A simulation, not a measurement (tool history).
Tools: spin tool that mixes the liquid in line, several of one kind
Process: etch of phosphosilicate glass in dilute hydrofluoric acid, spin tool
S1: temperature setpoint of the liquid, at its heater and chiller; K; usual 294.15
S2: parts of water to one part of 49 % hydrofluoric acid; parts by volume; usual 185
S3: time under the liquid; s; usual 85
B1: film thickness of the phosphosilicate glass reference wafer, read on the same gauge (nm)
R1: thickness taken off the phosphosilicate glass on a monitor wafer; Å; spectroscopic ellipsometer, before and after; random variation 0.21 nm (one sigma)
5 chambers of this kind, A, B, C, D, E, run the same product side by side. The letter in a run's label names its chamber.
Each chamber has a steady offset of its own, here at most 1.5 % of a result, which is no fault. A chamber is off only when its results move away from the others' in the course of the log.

| run | hour | S1 | S2 | S3 | B1 | R1 |
|---|---|---|---|---|---|---|
| 1C | 2.9 | 294.15 | 185 | 85 | 40.020 | 222.27 |
| 2D | 9.0 | 294.15 | 185 | 85 | 39.992 | 222.47 |
| 3E | 12.0 | 294.15 | 185 | 85 | 40.005 | 222.67 |
| 4A | 16.9 | 294.15 | 185 | 85 | 40.008 | 224.85 |
| 5B | 21.9 | 294.15 | 185 | 85 | 39.990 | 219.41 |
| 6D | 27.6 | 294.15 | 185 | 85 | 40.012 | 224.00 |
| 7B | 31.6 | 294.15 | 185 | 85 | 39.983 | 220.23 |
| 8E | 35.0 | 294.15 | 185 | 85 | 40.028 | 219.43 |
| 9A | 39.7 | 294.15 | 185 | 85 | 39.986 | 223.58 |
|  | 43.9 | chamber A: hydrofluoric acid flow meter replaced |
| 10C | 44.1 | 294.15 | 185 | 85 | 39.996 | 225.06 |
| 11D | 48.2 | 294.15 | 185 | 85 | 40.023 | 221.56 |
| 12B | 51.0 | 294.15 | 185 | 85 | 40.016 | 222.96 |
| 13C | 56.3 | 290.15 | 185 | 115 | 39.991 | 260.46 |
| 14A | 59.8 | 290.15 | 185 | 115 | 40.030 | 262.16 |
| 15E | 64.4 | 290.15 | 185 | 115 | 39.991 | 260.22 |
| 16B | 67.4 | 290.15 | 185 | 115 | 40.023 | 259.34 |
| 17A | 72.9 | 290.15 | 185 | 115 | 40.001 | 259.58 |
| 18D | 78.8 | 294.15 | 185 | 85 | 40.000 | 225.41 |
| 19E | 81.7 | 294.15 | 185 | 85 | 40.022 | 226.29 |
| 20C | 86.9 | 294.15 | 185 | 85 | 39.982 | 226.44 |
| 21C | 92.7 | 294.15 | 185 | 85 | 39.993 | 224.27 |
|  | 93.6 | chamber D: hydrofluoric acid flow meter replaced |
| 22B | 98.3 | 294.15 | 185 | 85 | 40.012 | 222.54 |
| 23D | 103.1 | 294.15 | 185 | 85 | 39.986 | 227.76 |
| 24E | 109.1 | 294.15 | 185 | 85 | 39.983 | 222.45 |
|  | 111.1 | chamber C: hydrofluoric acid flow meter replaced |
| 25A | 113.2 | 294.15 | 185 | 85 | 40.013 | 223.07 |
| 26B | 117.9 | 294.15 | 185 | 85 | 39.987 | 222.30 |
| 27E | 121.3 | 294.15 | 185 | 85 | 39.981 | 226.98 |
| 28D | 125.0 | 294.15 | 185 | 85 | 39.980 | 222.38 |
| 29C | 128.1 | 294.15 | 185 | 85 | 40.000 | 223.88 |
| 30A | 133.6 | 294.15 | 185 | 85 | 39.991 | 224.80 |
| 31B | 136.6 | 294.15 | 185 | 85 | 40.003 | 221.96 |
| 32E | 142.2 | 294.15 | 185 | 85 | 40.023 | 220.06 |
| 33C | 146.4 | 294.15 | 185 | 85 | 39.997 | 225.59 |
| 34A | 149.6 | 294.15 | 185 | 85 | 40.006 | 224.23 |
| 35D | 155.8 | 294.15 | 185 | 85 | 39.991 | 226.64 |
| 36B | 160.4 | 294.15 | 185 | 85 | 39.978 | 219.77 |
| 37A | 166.0 | 294.15 | 265 | 85 | 40.024 | 144.49 |
| 38D | 171.4 | 294.15 | 265 | 85 | 39.985 | 145.54 |
| 39E | 176.4 | 294.15 | 265 | 85 | 40.010 | 144.39 |
| 40C | 180.4 | 294.15 | 265 | 85 | 40.006 | 146.60 |
| 41C | 185.4 | 294.15 | 265 | 85 | 40.008 | 144.38 |
| 42E | 189.5 | 294.15 | 185 | 85 | 40.009 | 220.38 |

All 5 chambers run these settings next. Forecast each chamber's results:
| 43A | 194.1 | 297.65 | 185 | 85 |  | ? |
| 43B | 194.1 | 297.65 | 185 | 85 |  | ? |
| 43C | 194.1 | 297.65 | 185 | 85 |  | ? |
| 43D | 194.1 | 297.65 | 185 | 85 |  | ? |
| 43E | 194.1 | 297.65 | 185 | 85 |  | ? |

| run | R1 |
|---|---|
| 43A | 260.65 |
| 43B | 252.93 |
| 43C | 257.11 |
| 43D | 259.47 |
| 43E | 251.75 |
